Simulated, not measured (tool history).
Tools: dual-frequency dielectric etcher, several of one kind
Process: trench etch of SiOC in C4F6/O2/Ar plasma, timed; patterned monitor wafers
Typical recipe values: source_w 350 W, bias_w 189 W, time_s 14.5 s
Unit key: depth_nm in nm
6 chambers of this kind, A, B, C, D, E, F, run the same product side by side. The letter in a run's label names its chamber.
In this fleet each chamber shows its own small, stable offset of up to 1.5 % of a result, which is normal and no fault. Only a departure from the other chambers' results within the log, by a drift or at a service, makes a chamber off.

| run | day | source_w | bias_w | time_s | hours since the last wet clean | hours since the last source power generator calibration | hours since the last bias power generator calibration | read-back reference wafer on the same gauge, depth_nm | depth_nm |
|---|---|---|---|---|---|---|---|---|---|
| 1E | 0.5 | 350 | 189 | 14.5 | 503.1 | 387.8 | 67.3 | 25.008 | 29.06 |
|  | 0.958 | chamber F: wet clean of the chamber |
| 2F | 1.154 | 350 | 189 | 14.5 | 4.8 | 2221.8 | 1665.3 | 24.979 | 29.298 |
|  | 1.162 | chamber E: wet clean of the chamber |
| 3B | 1.608 | 350 | 189 | 14.5 | 93.2 | 800.7 | 1800.6 | 24.999 | 28.982 |
| 4D | 2.183 | 350 | 189 | 14.5 | 276.9 | 779 | 1473.6 | 25.002 | 28.56 |
|  | 2.446 | chamber F: bias power generator calibrated |
| 5A | 2.517 | 350 | 160 | 17 | 118.4 | 327.6 | 1063.9 | 24.988 | 32.39 |
| 6C | 3.092 | 350 | 160 | 17 | 96.3 | 423.2 | 1793.5 | 25.015 | 32.285 |
| 7E | 3.396 | 350 | 160 | 17 | 53.6 | 457.3 | 136.8 | 25.002 | 32.308 |
| 8C | 3.7 | 350 | 160 | 17 | 110.9 | 437.8 | 1808.1 | 25.004 | 32.201 |
| 9F | 4.125 | 350 | 160 | 17 | 76.1 | 2293.1 | 40.3 | 25.001 | 32.41 |
| 10A | 4.671 | 350 | 160 | 17 | 170.1 | 379.3 | 1115.6 | 24.987 | 32.235 |
| 11D | 5.279 | 280 | 189 | 16 | 351.2 | 853.3 | 1547.9 | 24.989 | 29.077 |
| 12B | 5.629 | 280 | 189 | 16 | 189.7 | 897.2 | 1897.1 | 24.994 | 29.151 |
| 13E | 6.112 | 280 | 189 | 16 | 118.8 | 522.5 | 202 | 25.005 | 29.442 |
| 14B | 6.65 | 280 | 189 | 16 | 214.2 | 921.7 | 1921.6 | 25.002 | 29.399 |
| 15A | 7.029 | 280 | 189 | 16 | 226.7 | 435.9 | 1172.2 | 24.991 | 29.365 |
| 16C | 7.438 | 280 | 189 | 16 | 200.6 | 527.5 | 1897.8 | 24.987 | 29.244 |
|  | 7.45 | chamber D: wet clean of the chamber |
| 17F | 8.038 | 350 | 189 | 14.5 | 170 | 2387 | 134.2 | 25.012 | 29.289 |
| 18D | 8.442 | 260 | 173 | 14.5 | 23.9 | 929.2 | 1623.8 | 24.998 | 24.8 |
| 19A | 8.929 | 260 | 173 | 14.5 | 272.3 | 481.5 | 1217.8 | 24.993 | 25.117 |
| 20F | 9.417 | 260 | 173 | 14.5 | 203.1 | 2420.1 | 167.3 | 24.986 | 25.416 |
| 21C | 9.829 | 260 | 173 | 14.5 | 258 | 584.9 | 1955.2 | 25.027 | 24.908 |
|  | 9.921 | chamber C: bias power generator calibrated |
| 22D | 10.408 | 260 | 173 | 14.5 | 71.1 | 976.4 | 1671 | 24.997 | 24.959 |
| 23B | 10.896 | 260 | 173 | 14.5 | 316.1 | 1023.6 | 2023.5 | 25.002 | 24.924 |
| 24E | 11.517 | 350 | 189 | 14.5 | 248.5 | 652.2 | 331.7 | 25.01 | 29.192 |
| 25F | 12.067 | 350 | 189 | 14.5 | 266.7 | 2483.7 | 230.9 | 25.02 | 29.348 |
| 26B | 12.612 | 350 | 189 | 14.5 | 357.3 | 1064.8 | 2064.7 | 24.995 | 29.082 |
|  | 12.804 | chamber C: wet clean of the chamber |
|  | 13.138 | chamber F: source power generator calibrated |
| 27E | 13.158 | 390 | 189 | 14.5 | 287.9 | 691.6 | 371.1 | 24.99 | 30.282 |
| 28C | 13.696 | 390 | 189 | 14.5 | 21.4 | 677.7 | 90.7 | 25.025 | 30.153 |
|  | 13.862 | chamber A: wet clean of the chamber |
| 29D | 14.088 | 390 | 189 | 14.5 | 159.4 | 1064.7 | 1759.3 | 24.985 | 29.847 |
| 30A | 14.717 | 390 | 189 | 14.5 | 20.5 | 620.4 | 1356.7 | 25.008 | 30.089 |
| 31A | 15.129 | 390 | 189 | 14.5 | 30.4 | 630.3 | 1366.6 | 24.985 | 30.09 |
| 32E | 15.604 | 390 | 189 | 14.5 | 346.6 | 750.3 | 429.8 | 25.011 | 30.197 |
| 33C | 16.05 | 350 | 189 | 14.5 | 77.9 | 734.2 | 147.2 | 25.015 | 28.959 |
| 34D | 16.479 | 350 | 189 | 14.5 | 216.8 | 1122.1 | 1816.7 | 24.993 | 28.695 |
| 35B | 17 | 350 | 147 | 11 | 462.6 | 1170.1 | 2170 | 25.002 | 20.307 |
| 36F | 17.65 | 350 | 147 | 11 | 400.7 | 108.4 | 364.9 | 24.987 | 20.499 |
|  | 17.679 | chamber B: wet clean of the chamber |
| 37B | 18.317 | 350 | 147 | 11 | 15.4 | 1201.7 | 2201.6 | 25.019 | 20.375 |
| 38F | 18.908 | 350 | 147 | 11 | 430.9 | 138.6 | 395.1 | 25.013 | 20.459 |
| 39C | 19.404 | 350 | 147 | 11 | 158.4 | 814.7 | 227.7 | 25.004 | 20.245 |
| 40D | 19.788 | 350 | 147 | 11 | 296.2 | 1201.5 | 1896.1 | 25.011 | 20.066 |

Predict what each chamber gives when all 6 of them run the settings below next.
| 41A | 20.267 | 350 | 189 | 14.5 |  |  |  |  | ? |
| 41B | 20.267 | 350 | 189 | 14.5 |  |  |  |  | ? |
| 41C | 20.267 | 350 | 189 | 14.5 |  |  |  |  | ? |
| 41D | 20.267 | 350 | 189 | 14.5 |  |  |  |  | ? |
| 41E | 20.267 | 350 | 189 | 14.5 |  |  |  |  | ? |
| 41F | 20.267 | 350 | 189 | 14.5 |  |  |  |  | ? |

| run | depth_nm |
|---|---|
| 41A | 28.857 |
| 41B | 28.977 |
| 41C | 28.991 |
| 41D | 28.78 |
| 41E | 29.167 |
| 41F | 29.37 |
